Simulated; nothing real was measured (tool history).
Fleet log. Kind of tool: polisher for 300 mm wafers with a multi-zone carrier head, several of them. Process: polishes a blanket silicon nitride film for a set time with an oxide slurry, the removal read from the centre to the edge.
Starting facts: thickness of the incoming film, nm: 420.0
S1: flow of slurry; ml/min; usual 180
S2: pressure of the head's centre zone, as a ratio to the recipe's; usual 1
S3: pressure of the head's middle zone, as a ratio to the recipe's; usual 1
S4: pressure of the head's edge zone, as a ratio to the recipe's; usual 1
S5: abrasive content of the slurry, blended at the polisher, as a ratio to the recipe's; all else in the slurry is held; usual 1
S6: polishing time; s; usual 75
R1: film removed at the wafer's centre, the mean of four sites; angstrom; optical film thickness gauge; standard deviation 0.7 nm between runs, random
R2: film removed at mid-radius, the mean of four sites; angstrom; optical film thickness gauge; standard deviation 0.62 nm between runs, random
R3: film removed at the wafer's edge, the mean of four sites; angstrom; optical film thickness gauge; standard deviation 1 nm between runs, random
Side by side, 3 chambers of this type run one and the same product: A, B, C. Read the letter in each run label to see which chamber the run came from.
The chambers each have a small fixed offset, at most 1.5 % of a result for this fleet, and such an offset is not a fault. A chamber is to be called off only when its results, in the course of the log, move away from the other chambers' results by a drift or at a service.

Run 1C, day 0.321: usual settings. Result: R1 708.34 angstrom, R2 721.18 angstrom, R3 722.09 angstrom.
Run 2A, day 0.646: usual settings. Result: R1 692.29 angstrom, R2 720.18 angstrom, R3 714.55 angstrom.
Run 3B, day 0.942: usual settings. Result: R1 711.75 angstrom, R2 718.83 angstrom, R3 709.27 angstrom.
Run 4C, day 1.258: usual settings. Result: R1 718.83 angstrom, R2 705.14 angstrom, R3 709.25 angstrom.
Run 5A, day 1.608: usual settings. Result: R1 707.94 angstrom, R2 708.3 angstrom, R3 712.71 angstrom.
Run 6B, day 1.892: usual settings but S6 98 s. Result: R1 945.24 angstrom, R2 936.54 angstrom, R3 956.8 angstrom.
Run 7B, day 2.242: usual settings but S6 98 s. Result: R1 926.85 angstrom, R2 927.39 angstrom, R3 930.14 angstrom.
At day 2.771: chamber C: worn pad replaced by a new one.
Run 8A, day 2.775: usual settings but S6 98 s. Result: R1 924.18 angstrom, R2 956.25 angstrom, R3 939.19 angstrom.
At day 2.829: chamber A: centre zone pressure recalibrated.
Run 9C, day 3.054: usual settings. Result: R1 710.88 angstrom, R2 717.49 angstrom, R3 724.36 angstrom.
Run 10B, day 3.575: usual settings but S1 135 ml/min, S2 1.1. Result: R1 742.51 angstrom, R2 667.96 angstrom, R3 692.61 angstrom.
At day 3.738: chamber C: slurry nozzle cleaned.
Run 11C, day 3.979: usual settings but S1 135 ml/min, S2 1.1. Result: R1 751.5 angstrom, R2 695.43 angstrom, R3 678 angstrom.
At day 4.104: chamber B: centre zone pressure recalibrated.
Run 12A, day 4.4: usual settings but S1 135 ml/min, S2 1.1. Result: R1 725.34 angstrom, R2 686.12 angstrom, R3 681.21 angstrom.
Run 13A, day 4.754: usual settings. Result: R1 705.35 angstrom, R2 722.6 angstrom, R3 712.89 angstrom.
At day 4.8: chamber B: worn pad replaced by a new one.
Run 14C, day 5.046: usual settings. Result: R1 707.62 angstrom, R2 714.85 angstrom, R3 718.64 angstrom.
At day 5.454: chamber A: worn pad replaced by a new one.
Run 15B, day 5.521: usual settings but S3 0.91. Result: R1 694.36 angstrom, R2 654.04 angstrom, R3 711.73 angstrom.
Run 16A, day 5.804: usual settings but S3 0.91. Result: R1 700.19 angstrom, R2 664.92 angstrom, R3 709.35 angstrom.
Run 17C, day 6.05: usual settings but S3 0.91. Result: R1 703.66 angstrom, R2 658.75 angstrom, R3 714.18 angstrom.
Run 18B, day 6.608: usual settings. Result: R1 692.27 angstrom, R2 696.3 angstrom, R3 690.54 angstrom.
At day 6.783: chamber A: slurry nozzle cleaned.
Run 19A, day 7.117: usual settings but S1 130 ml/min, S4 0.91. Result: R1 661.52 angstrom, R2 679.99 angstrom, R3 649.72 angstrom.
Run 20C, day 7.396: usual settings but S1 130 ml/min, S4 0.91. Result: R1 655.45 angstrom, R2 679 angstrom, R3 646.67 angstrom.
At day 7.829: chamber C: edge zone pressure recalibrated.
Run 21B, day 7.829: usual settings but S1 130 ml/min, S4 0.91. Result: R1 624.69 angstrom, R2 643.5 angstrom, R3 614.19 angstrom.
Run 22C, day 8.138: usual settings. Result: R1 710.28 angstrom, R2 709.92 angstrom, R3 722.67 angstrom.
Run 23B, day 8.571: usual settings. Result: R1 684.89 angstrom, R2 687.59 angstrom, R3 709.07 angstrom.
At day 8.692: chamber C: worn pad replaced by a new one.
Run 24A, day 9.042: usual settings. Result: R1 704.51 angstrom, R2 718.9 angstrom, R3 729.47 angstrom.
Run 25C, day 9.546: usual settings. Result: R1 712.48 angstrom, R2 725.61 angstrom, R3 734.72 angstrom.
Run 26A, day 9.962: usual settings. Result: R1 700.08 angstrom, R2 735.97 angstrom, R3 717.99 angstrom.
Run 27B, day 10.262: usual settings. Result: R1 675.14 angstrom, R2 683.96 angstrom, R3 684.68 angstrom.
Run 28A, day 10.767: usual settings. Result: R1 709.66 angstrom, R2 732.39 angstrom, R3 732.74 angstrom.
Run 29B, day 11.1: usual settings but S2 1.05, S6 65 s. Result: R1 621.86 angstrom, R2 583.23 angstrom, R3 603.02 angstrom.

Decide between three cases: one chamber stands off from its peers, the gauge reading all wafers drifts, or nothing is wrong past each chamber's small offset. Where a chamber is off, say which and what most likely put it there.

One chamber, B, drifts off from the rest bit by bit.
Cause: slurry flow missing at the pad, % = 29.7.

Which of the 4 candidates below, each the usual settings with something changed and its results left as question marks, puts chamber B back in line with what the other chambers give on the usual settings?
To be in line, a result may differ from the other chambers' mean on the usual settings by at most: R1 24 angstrom; R2 22 angstrom; R3 36 angstrom
Run 30B-1, day 11.508: usual settings but S1 175 ml/min, S2 0.99, S3 0.97, S4 1.02, S5 0.95, S6 69 s. Result: R1 ?, R2 ?, R3 ?.
Run 30B-2, day 11.508: usual settings but S1 185 ml/min, S3 1.02, S4 0.99, S6 78 s. Result: R1 ?, R2 ?, R3 ?.
Run 30B-3, day 11.508: usual settings but S1 175 ml/min, S3 0.98, S4 1.01, S6 72 s. Result: R1 ?, R2 ?, R3 ?.
Run 30B-4, day 11.508: usual settings but S1 190 ml/min, S2 1.01, S3 1.04, S4 0.98, S5 1.05, S6 81 s. Result: R1 ?, R2 ?, R3 ?.

The other chambers' mean on the usual settings: R1 707.97 angstrom; R2 720.62 angstrom; R3 717.76 angstrom
  run      R1      R2      R3
30B-1  588.59  579.64  617.97
30B-2   699.1  711.51  710.06
30B-3  636.26  625.52  657.16
30B-4  755.46  773.53  752.87
30B-2 brings the chamber back in line.
